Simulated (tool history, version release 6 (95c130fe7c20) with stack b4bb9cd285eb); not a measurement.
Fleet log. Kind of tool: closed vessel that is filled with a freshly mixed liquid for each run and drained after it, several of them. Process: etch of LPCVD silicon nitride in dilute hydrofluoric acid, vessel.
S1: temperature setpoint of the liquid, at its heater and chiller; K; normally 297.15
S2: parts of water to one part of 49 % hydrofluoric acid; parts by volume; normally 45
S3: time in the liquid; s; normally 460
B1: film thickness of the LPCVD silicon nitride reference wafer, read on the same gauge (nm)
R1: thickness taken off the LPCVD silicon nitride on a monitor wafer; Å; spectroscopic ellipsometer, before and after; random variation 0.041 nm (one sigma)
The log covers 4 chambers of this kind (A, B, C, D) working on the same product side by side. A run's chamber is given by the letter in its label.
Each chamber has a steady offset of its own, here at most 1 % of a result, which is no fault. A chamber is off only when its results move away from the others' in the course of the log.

run   hour      S1  S2   S3      B1      R1
 1C    3.8  297.15  45  460  40.012  51.792
 2D    9.0  297.15  45  460  39.956  51.856
 3A   13.6  297.15  45  460  39.991  52.062
 4B   17.6  297.15  45  460  40.028  51.732
 5D   22.4  299.15  45  460  40.024  59.074
 6A   29.5  299.15  45  460  39.975  58.710
 7B   37.8  299.15  45  460  40.044  59.188
 8C   43.7  299.15  45  460  40.031  59.032
 9C   49.6  300.15  45  460  39.985  64.215
10A   57.5  300.15  45  460  39.999  63.149
11D   64.0  300.15  45  460  40.040  64.076
12B   70.4  300.15  45  460  40.004  64.606
13D   76.1  297.15  45  460  40.018  51.935
14C   81.5  297.15  35  460  39.976  66.062
15B   88.0  297.15  35  460  40.005  67.469
16A   95.7  297.15  35  460  39.984  65.916
17B  101.0  297.15  35  460  40.013  68.462
18D  106.1  297.15  45  460  40.000  51.218
19A  113.6  297.15  45  560  40.003  64.032
20C  119.7  297.15  45  560  40.004  62.871
21A  127.5  297.15  45  560  39.993  62.813
22D  131.9  297.15  45  560  39.998  62.651
23C  138.3  297.15  45  460  40.028  52.052
24B  143.8  297.15  45  460  39.989  53.627
25C  150.1  301.15  45  195  39.974  28.654
26A  154.6  301.15  45  195  39.990  28.909
27D  159.7  301.15  45  195  40.026  28.545

Read the log: is a single chamber off, either drifting away or since a service, is the gauge that measures every chamber drifting, or is nothing wrong beyond small per-chamber offsets? Name any odd chamber and what most likely caused it.

It is chamber B that slowly wanders off from its peers.
Likeliest cause: liquid hotter than its thermometer reads (K) = 0.655.
With only this log, it may be confused with: hydrofluoric acid flow above the setpoint (%).

Below are 4 candidate recipes for chamber B's next run, each the usual settings with a change, their results shown as question marks. Which of them brings B's results back in line with what the other chambers give on the usual settings?
A result is in line if it is within this distance of the other chambers' mean on the usual settings: R1 1.400 Å
28B-1  165.7  297.15  45  420       ?
28B-2  165.7  297.15  45  480       ?
28B-3  165.7  297.65  45  490       ?
28B-4  165.7  297.15  45  445       ?

The other chambers' mean on the usual settings: R1 51.997 Å
  run      R1
28B-1  49.486
28B-2  56.556
28B-3  59.746
28B-4  52.432
It is 28B-4 that realigns the chamber with its peers.

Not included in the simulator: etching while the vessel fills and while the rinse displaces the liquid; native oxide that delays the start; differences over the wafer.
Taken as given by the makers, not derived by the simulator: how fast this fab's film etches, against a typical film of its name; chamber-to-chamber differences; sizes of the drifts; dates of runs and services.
